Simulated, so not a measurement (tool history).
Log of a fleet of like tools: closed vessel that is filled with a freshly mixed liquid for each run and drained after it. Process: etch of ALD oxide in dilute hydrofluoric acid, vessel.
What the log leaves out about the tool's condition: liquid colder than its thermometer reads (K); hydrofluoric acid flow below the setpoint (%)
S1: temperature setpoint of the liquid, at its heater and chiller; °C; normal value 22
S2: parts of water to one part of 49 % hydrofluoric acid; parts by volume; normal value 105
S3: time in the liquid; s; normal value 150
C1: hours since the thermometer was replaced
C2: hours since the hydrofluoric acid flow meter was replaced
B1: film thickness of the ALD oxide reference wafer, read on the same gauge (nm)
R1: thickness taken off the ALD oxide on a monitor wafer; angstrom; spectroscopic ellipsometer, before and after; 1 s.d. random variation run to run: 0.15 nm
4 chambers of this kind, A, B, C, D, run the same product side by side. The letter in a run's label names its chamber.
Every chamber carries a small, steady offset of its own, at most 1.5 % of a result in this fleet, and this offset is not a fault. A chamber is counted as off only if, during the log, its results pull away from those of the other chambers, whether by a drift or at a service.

run    day  S1   S2   S3      C1      C2      B1      R1
 1A  0.142  22  105  150  1220.5  1339.1  79.982  217.37
 2B  0.262  22  105  150   870.2  1265.9  80.013  217.49
 3C  0.425  22  105  150  1118.1   195.9  80.019  219.43
 4D  0.612  22  105  150   335.5   607.4  79.993  219.59
 5B  0.821  22  105  150   883.6  1279.3  80.044   217.4
 6D   0.95  22  105  150   343.6   615.5  79.982  223.19
 7C  1.071  22  105  150  1133.6   211.4  80.013  218.17
 8A  1.225  22  105  150  1246.5  1365.1  79.963  218.49
 9D  1.371  22  130  150   353.7   625.6  79.988  174.68
10A  1.608  22  130  150  1255.7  1374.3  79.995  172.55
11C  1.717  22  130  150  1149.1   226.9  79.988  169.51
12B  1.896  22  130  150   909.4  1305.1  79.987  170.79
13A  2.112  22  105  150  1267.8  1386.4  79.986  218.33
14B  2.338  22  105  150     920  1315.7   79.98  218.15
15D  2.558  22  105  115   382.2   654.1  80.022  168.55
16C  2.788  22  105  115  1174.8   252.6  79.985  162.91
17C  2.979  22  105  115  1179.4   257.2  80.033  163.23
18A  3.125  22  105  115  1292.1  1410.7  80.025  166.98
19B  3.358  22  105  150   944.5  1340.2  80.021  217.59
20D  3.546  22  105  150   405.9   677.8  79.965  223.36
21A  3.679  22  105  150  1305.4    1424  79.964  219.82
22B  3.896  18  105  180   957.4  1353.1  79.991  220.48
23D   4.05  18  105  180     418   689.9  79.986  227.69
24C  4.204  18  105  180  1208.8   286.6  80.021  211.01
25C    4.4  18  105  180  1213.5   291.3  79.998  211.24
26A  4.608  22  105  150  1327.7  1446.3   80.04  217.18
27B  4.804  22  105  150   979.2  1374.9  79.968  219.74

One chamber off, gauge drift, or nothing amiss beyond the chambers' own small offsets? If it is a chamber, which one, and what is the likeliest cause?

It is chamber C that slowly wanders off from its peers.
Cause: hydrofluoric acid flow below the setpoint (%) = 5.95.
The log might look much the same if the cause were instead: liquid colder than its thermometer reads (K).

Below are 4 candidate recipes for chamber C's next run, each the usual settings with a change, their results shown as question marks. Which of them brings C's results back in line with what the other chambers give on the usual settings?
A result is in line if it is within this distance of the other chambers' mean on the usual settings: R1 5.1 angstrom
28C-1  4.971    22  105  160               ?
28C-2  4.971  22.5   95  150               ?
28C-3  4.971  20.5  105  150               ?
28C-4  4.971    22  110  140               ?

Other chambers, usual settings, mean: R1 219.15 angstrom
  run      R1
28C-1  219.97
28C-2  235.05
28C-3  194.13
28C-4  182.76
28C-1 puts the chamber back in line with the other chambers.
